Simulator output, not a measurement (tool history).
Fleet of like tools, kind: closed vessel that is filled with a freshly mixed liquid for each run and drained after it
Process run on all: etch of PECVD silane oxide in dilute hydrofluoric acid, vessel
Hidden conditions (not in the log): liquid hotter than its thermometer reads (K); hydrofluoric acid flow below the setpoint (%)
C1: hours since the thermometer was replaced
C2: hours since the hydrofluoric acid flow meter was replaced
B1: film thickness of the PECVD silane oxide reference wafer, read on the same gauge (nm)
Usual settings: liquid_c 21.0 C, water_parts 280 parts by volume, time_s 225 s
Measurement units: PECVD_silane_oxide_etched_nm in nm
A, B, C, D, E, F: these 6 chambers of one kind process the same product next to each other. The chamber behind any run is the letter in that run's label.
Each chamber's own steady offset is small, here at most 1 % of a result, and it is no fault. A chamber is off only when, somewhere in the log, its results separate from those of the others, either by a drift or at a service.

run 1D hour=8.4 | liquid_c=21.0 water_parts=280 time_s=225 | C1=345.7 C2=87.4 | B1=79.995 | PECVD_silane_oxide_etched_nm=18.286
run 2C hour=15.2 | liquid_c=21.0 water_parts=280 time_s=225 | C1=1195.8 C2=1240.0 | B1=79.999 | PECVD_silane_oxide_etched_nm=17.754
run 3E hour=21.7 | liquid_c=21.0 water_parts=280 time_s=225 | C1=251.3 C2=655.6 | B1=80.005 | PECVD_silane_oxide_etched_nm=17.692
run 4B hour=25.9 | liquid_c=21.0 water_parts=280 time_s=225 | C1=1009.1 C2=1637.2 | B1=80.019 | PECVD_silane_oxide_etched_nm=17.816
run 5F hour=33.3 | liquid_c=21.0 water_parts=280 time_s=225 | C1=1558.5 C2=2127.1 | B1=80.003 | PECVD_silane_oxide_etched_nm=17.756
run 6A hour=38.6 | liquid_c=21.0 water_parts=280 time_s=225 | C1=103.4 C2=58.7 | B1=79.986 | PECVD_silane_oxide_etched_nm=17.356
run 7F hour=43.0 | liquid_c=21.0 water_parts=280 time_s=225 | C1=1568.2 C2=2136.8 | B1=79.982 | PECVD_silane_oxide_etched_nm=17.849
run 8A hour=46.8 | liquid_c=21.0 water_parts=280 time_s=225 | C1=111.6 C2=66.9 | B1=79.995 | PECVD_silane_oxide_etched_nm=17.786
run 9E hour=50.7 | liquid_c=21.0 water_parts=280 time_s=225 | C1=280.3 C2=684.6 | B1=79.951 | PECVD_silane_oxide_etched_nm=17.836
run 10D hour=55.7 | liquid_c=21.0 water_parts=280 time_s=225 | C1=393.0 C2=134.7 | B1=79.993 | PECVD_silane_oxide_etched_nm=17.841
run 11C hour=63.2 | liquid_c=17.5 water_parts=280 time_s=225 | C1=1243.8 C2=1288.0 | B1=80.011 | PECVD_silane_oxide_etched_nm=15.807
run 12B hour=69.2 | liquid_c=17.5 water_parts=280 time_s=225 | C1=1052.4 C2=1680.5 | B1=79.997 | PECVD_silane_oxide_etched_nm=15.619
run 13E hour=75.7 | liquid_c=17.5 water_parts=280 time_s=225 | C1=305.3 C2=709.6 | B1=80.014 | PECVD_silane_oxide_etched_nm=15.626
run 14A hour=82.0 | liquid_c=17.5 water_parts=280 time_s=225 | C1=146.8 C2=102.1 | B1=80.004 | PECVD_silane_oxide_etched_nm=15.478
run 15B hour=86.1 | liquid_c=17.5 water_parts=280 time_s=225 | C1=1069.3 C2=1697.4 | B1=79.997 | PECVD_silane_oxide_etched_nm=15.659
run 16C hour=94.9 | liquid_c=17.5 water_parts=280 time_s=225 | C1=1275.5 C2=1319.7 | B1=80.020 | PECVD_silane_oxide_etched_nm=15.675
run 17D hour=98.8 | liquid_c=21.0 water_parts=280 time_s=225 | C1=436.1 C2=177.8 | B1=80.009 | PECVD_silane_oxide_etched_nm=17.822
run 18F hour=105.1 | liquid_c=21.0 water_parts=280 time_s=225 | C1=1630.3 C2=2198.9 | B1=80.014 | PECVD_silane_oxide_etched_nm=18.260
run 19F hour=109.1 | liquid_c=21.0 water_parts=280 time_s=225 | C1=1634.3 C2=2202.9 | B1=80.010 | PECVD_silane_oxide_etched_nm=18.205
run 20C hour=114.2 | liquid_c=21.0 water_parts=280 time_s=225 | C1=1294.8 C2=1339.0 | B1=80.013 | PECVD_silane_oxide_etched_nm=18.051
run 21A hour=120.6 | liquid_c=21.0 water_parts=280 time_s=225 | C1=185.4 C2=140.7 | B1=80.015 | PECVD_silane_oxide_etched_nm=17.677
run 22E hour=126.1 | liquid_c=21.0 water_parts=280 time_s=225 | C1=355.7 C2=760.0 | B1=80.020 | PECVD_silane_oxide_etched_nm=17.764
run 23B hour=133.8 | liquid_c=21.0 water_parts=280 time_s=225 | C1=1117.0 C2=1745.1 | B1=80.029 | PECVD_silane_oxide_etched_nm=18.168
run 24D hour=142.5 | liquid_c=21.0 water_parts=280 time_s=225 | C1=479.8 C2=221.5 | B1=79.986 | PECVD_silane_oxide_etched_nm=18.266
run 25C hour=149.3 | liquid_c=21.0 water_parts=280 time_s=225 | C1=1329.9 C2=1374.1 | B1=80.008 | PECVD_silane_oxide_etched_nm=18.103
run 26F hour=154.1 | liquid_c=21.0 water_parts=280 time_s=225 | C1=1679.3 C2=2247.9 | B1=79.988 | PECVD_silane_oxide_etched_nm=18.828
run 27A hour=161.7 | liquid_c=21.0 water_parts=165 time_s=135 | C1=226.5 C2=181.8 | B1=80.003 | PECVD_silane_oxide_etched_nm=20.029
run 28B hour=166.5 | liquid_c=21.0 water_parts=165 time_s=135 | C1=1149.7 C2=1777.8 | B1=79.991 | PECVD_silane_oxide_etched_nm=20.782
run 29D hour=170.8 | liquid_c=21.0 water_parts=165 time_s=135 | C1=508.1 C2=249.8 | B1=79.947 | PECVD_silane_oxide_etched_nm=20.391
run 30E hour=175.3 | liquid_c=21.0 water_parts=165 time_s=135 | C1=404.9 C2=809.2 | B1=79.967 | PECVD_silane_oxide_etched_nm=20.374
run 31B hour=180.9 | liquid_c=21.0 water_parts=165 time_s=135 | C1=1164.1 C2=1792.2 | B1=80.026 | PECVD_silane_oxide_etched_nm=20.338
run 32C hour=189.4 | liquid_c=21.0 water_parts=165 time_s=135 | C1=1370.0 C2=1414.2 | B1=79.972 | PECVD_silane_oxide_etched_nm=20.450
run 33E hour=196.6 | liquid_c=21.0 water_parts=280 time_s=225 | C1=426.2 C2=830.5 | B1=80.011 | PECVD_silane_oxide_etched_nm=17.766
run 34A hour=203.3 | liquid_c=21.0 water_parts=280 time_s=225 | C1=268.1 C2=223.4 | B1=80.019 | PECVD_silane_oxide_etched_nm=17.747
run 35D hour=207.2 | liquid_c=21.0 water_parts=160 time_s=225 | C1=544.5 C2=286.2 | B1=79.959 | PECVD_silane_oxide_etched_nm=34.646
run 36F hour=211.2 | liquid_c=21.0 water_parts=160 time_s=225 | C1=1736.4 C2=2305.0 | B1=79.989 | PECVD_silane_oxide_etched_nm=37.393
run 37D hour=216.2 | liquid_c=21.0 water_parts=160 time_s=225 | C1=553.5 C2=295.2 | B1=79.999 | PECVD_silane_oxide_etched_nm=34.608
run 38B hour=223.8 | liquid_c=21.0 water_parts=160 time_s=225 | C1=1207.0 C2=1835.1 | B1=80.031 | PECVD_silane_oxide_etched_nm=35.892
run 39E hour=229.6 | liquid_c=21.0 water_parts=160 time_s=225 | C1=459.2 C2=863.5 | B1=80.014 | PECVD_silane_oxide_etched_nm=34.878
run 40F hour=236.8 | liquid_c=21.0 water_parts=160 time_s=225 | C1=1762.0 C2=2330.6 | B1=80.002 | PECVD_silane_oxide_etched_nm=37.718
run 41C hour=244.3 | liquid_c=17.0 water_parts=280 time_s=295 | C1=1424.9 C2=1469.1 | B1=79.990 | PECVD_silane_oxide_etched_nm=20.149
run 42A hour=251.0 | liquid_c=17.0 water_parts=280 time_s=295 | C1=315.8 C2=271.1 | B1=79.971 | PECVD_silane_oxide_etched_nm=19.554
run 43C hour=256.7 | liquid_c=17.0 water_parts=280 time_s=295 | C1=1437.3 C2=1481.5 | B1=80.027 | PECVD_silane_oxide_etched_nm=20.138
run 44A hour=265.3 | liquid_c=17.0 water_parts=280 time_s=295 | C1=330.1 C2=285.4 | B1=80.017 | PECVD_silane_oxide_etched_nm=20.102

For the next run the whole fleet of 6 chambers uses the same settings. Give each chamber's results:
run 45A hour=271.6 | liquid_c=21.0 water_parts=280 time_s=225 | PECVD_silane_oxide_etched_nm=?
run 45B hour=271.6 | liquid_c=21.0 water_parts=280 time_s=225 | PECVD_silane_oxide_etched_nm=?
run 45C hour=271.6 | liquid_c=21.0 water_parts=280 time_s=225 | PECVD_silane_oxide_etched_nm=?
run 45D hour=271.6 | liquid_c=21.0 water_parts=280 time_s=225 | PECVD_silane_oxide_etched_nm=?
run 45E hour=271.6 | liquid_c=21.0 water_parts=280 time_s=225 | PECVD_silane_oxide_etched_nm=?
run 45F hour=271.6 | liquid_c=21.0 water_parts=280 time_s=225 | PECVD_silane_oxide_etched_nm=?

run=45A PECVD_silane_oxide_etched_nm=17.717
run=45B PECVD_silane_oxide_etched_nm=18.064
run=45C PECVD_silane_oxide_etched_nm=18.042
run=45D PECVD_silane_oxide_etched_nm=18.144
run=45E PECVD_silane_oxide_etched_nm=17.796
run=45F PECVD_silane_oxide_etched_nm=19.794
